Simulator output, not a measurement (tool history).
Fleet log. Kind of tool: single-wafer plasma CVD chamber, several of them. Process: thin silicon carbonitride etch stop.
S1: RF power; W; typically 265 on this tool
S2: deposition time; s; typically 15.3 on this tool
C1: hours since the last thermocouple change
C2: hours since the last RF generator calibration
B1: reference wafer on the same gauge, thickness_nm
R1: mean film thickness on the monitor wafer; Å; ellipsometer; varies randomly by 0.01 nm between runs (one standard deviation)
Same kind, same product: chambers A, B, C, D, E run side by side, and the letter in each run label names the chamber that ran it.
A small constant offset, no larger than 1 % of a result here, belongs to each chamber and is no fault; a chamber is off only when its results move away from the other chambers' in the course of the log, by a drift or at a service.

run,hour,S1,S2,C1,C2,B1,R1
1E,5.3,265,15.3,1454.4,541.9,11.068,94.290
2D,12.7,265,15.3,695.7,552.5,11.069,95.065
3C,23.7,265,15.3,1497.4,1347.5,11.064,94.702
4A,32.1,265,15.3,406.0,999.2,11.065,94.455
5B,39.9,265,15.3,892.6,995.0,11.061,94.225
6D,50.8,265,15.3,733.8,590.6,11.061,95.164
7A,60.0,265,15.3,433.9,1027.1,11.058,94.392
8C,69.7,265,15.3,1543.4,1393.5,11.057,94.603
9B,79.0,265,15.3,931.7,1034.1,11.059,93.992
10E,87.8,265,15.3,1536.9,624.4,11.054,94.106
# hour 90.3: chamber E: thermocouple changed; heater temperature recalibrated
11B,95.4,265,13.1,948.1,1050.5,11.051,80.627
12E,106.3,265,13.1,16.1,642.9,11.051,80.397
13A,117.0,265,13.1,490.9,1084.1,11.050,80.788
14D,127.0,265,13.1,810.0,666.8,11.049,81.352
15C,135.0,265,13.1,1608.7,1458.8,11.045,80.928
16D,144.8,265,15.3,827.8,684.6,11.044,95.203
17C,152.5,265,15.3,1626.2,1476.3,11.044,94.420
18A,158.8,265,15.3,532.7,1125.9,11.040,94.189
19B,165.1,265,15.3,1017.8,1120.2,11.044,94.096
20E,173.5,265,15.3,83.3,710.1,11.042,93.730
21D,182.7,265,15.3,865.7,722.5,11.036,95.066
22B,188.3,265,15.3,1041.0,1143.4,11.040,93.957
23E,196.8,265,15.3,106.6,733.4,11.037,93.812
24C,206.4,265,15.3,1680.1,1530.2,11.035,94.314
25A,216.7,265,15.3,590.6,1183.8,11.033,94.090
26E,224.3,265,15.3,134.1,760.9,11.032,93.881
27B,231.0,245,13.7,1083.7,1186.1,11.030,82.144
28C,238.9,245,13.7,1712.6,1562.7,11.027,82.302
29A,247.0,245,13.7,620.9,1214.1,11.026,82.307
30D,253.4,245,13.7,936.4,793.2,11.026,82.888
31B,260.9,245,13.7,1113.6,1216.0,11.025,82.138
32E,267.5,265,15.3,177.3,804.1,11.024,93.763
33C,273.4,265,15.3,1747.1,1597.2,11.024,94.467

One chamber off, gauge drift, or nothing amiss beyond the chambers' own small offsets? If it is a chamber, which one, and what is the likeliest cause?

It is the gauge, not a chamber: its drift shows up in every chamber's results at once, and no chamber is off.
Most likely cause: gauge reads low (%) = 0.438.

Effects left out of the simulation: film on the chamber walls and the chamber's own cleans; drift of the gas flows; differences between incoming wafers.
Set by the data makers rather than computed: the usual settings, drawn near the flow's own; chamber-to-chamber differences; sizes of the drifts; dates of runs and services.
